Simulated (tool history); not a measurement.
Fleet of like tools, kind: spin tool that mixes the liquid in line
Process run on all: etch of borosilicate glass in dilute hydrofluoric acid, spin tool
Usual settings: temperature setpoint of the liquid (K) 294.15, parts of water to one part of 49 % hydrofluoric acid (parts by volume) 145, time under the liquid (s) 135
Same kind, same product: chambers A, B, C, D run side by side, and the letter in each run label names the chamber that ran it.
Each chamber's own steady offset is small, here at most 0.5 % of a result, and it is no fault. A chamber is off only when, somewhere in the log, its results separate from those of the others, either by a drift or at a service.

| run | day | temperature setpoint of the liquid (K) | parts of water to one part of 49 % hydrofluoric acid (parts by volume) | time under the liquid (s) | read-back film thickness of the borosilicate glass reference wafer, read on the same gauge (nm) | thickness taken off the borosilicate glass on a monitor wafer (Å) |
|---|---|---|---|---|---|---|
| 1A | 0.283 | 294.15 | 145 | 135 | 39.990 | 404.17 |
| 2C | 0.812 | 294.15 | 145 | 135 | 39.988 | 408.00 |
| 3D | 1.325 | 294.15 | 145 | 135 | 39.992 | 404.65 |
|  | 1.400 | chamber A: thermometer replaced |
| 4B | 1.892 | 294.15 | 145 | 135 | 39.986 | 405.15 |
| 5C | 2.154 | 294.15 | 145 | 135 | 39.997 | 407.98 |
| 6A | 2.521 | 294.15 | 145 | 135 | 40.025 | 410.32 |
| 7B | 2.988 | 294.15 | 145 | 135 | 39.985 | 407.39 |
| 8D | 3.342 | 294.15 | 145 | 135 | 39.991 | 405.25 |
| 9A | 3.812 | 294.15 | 145 | 135 | 40.021 | 405.92 |
| 10C | 4.108 | 294.15 | 145 | 135 | 39.994 | 414.56 |
| 11B | 4.575 | 294.15 | 145 | 135 | 39.989 | 398.53 |
| 12D | 5.142 | 294.15 | 145 | 135 | 39.997 | 404.91 |
| 13D | 5.467 | 294.15 | 145 | 135 | 39.994 | 412.18 |
| 14B | 5.842 | 294.15 | 145 | 135 | 40.001 | 391.94 |
| 15A | 6.329 | 294.15 | 145 | 135 | 39.999 | 402.17 |
| 16C | 6.708 | 294.15 | 145 | 135 | 39.988 | 404.54 |
| 17C | 7.179 | 298.65 | 115 | 135 | 39.999 | 630.68 |
| 18D | 7.633 | 298.65 | 115 | 135 | 40.038 | 625.56 |
| 19B | 7.929 | 298.65 | 115 | 135 | 39.977 | 591.60 |
| 20A | 8.433 | 298.65 | 115 | 135 | 39.993 | 625.31 |
| 21A | 8.867 | 294.15 | 145 | 135 | 39.973 | 405.86 |
| 22D | 9.342 | 294.15 | 185 | 135 | 39.977 | 309.76 |
| 23C | 9.788 | 294.15 | 185 | 135 | 40.022 | 304.90 |
| 24B | 10.121 | 294.15 | 185 | 135 | 39.993 | 278.14 |
| 25C | 10.383 | 294.15 | 185 | 135 | 40.009 | 305.96 |
| 26D | 10.692 | 294.15 | 145 | 135 | 40.011 | 408.18 |
| 27A | 10.962 | 298.65 | 145 | 135 | 39.985 | 481.05 |
| 28B | 11.412 | 298.65 | 145 | 135 | 40.011 | 439.51 |
| 29C | 11.696 | 298.65 | 145 | 135 | 39.997 | 486.24 |

Each of the 4 chambers runs these same settings next. Fill in every chamber's results:
| 30A | 12.100 | 294.15 | 145 | 135 |  | ? |
| 30B | 12.100 | 294.15 | 145 | 135 |  | ? |
| 30C | 12.100 | 294.15 | 145 | 135 |  | ? |
| 30D | 12.100 | 294.15 | 145 | 135 |  | ? |

| run | thickness taken off the borosilicate glass on a monitor wafer (Å) |
|---|---|
| 30A | 403.56 |
| 30B | 365.18 |
| 30C | 403.36 |
| 30D | 414.46 |
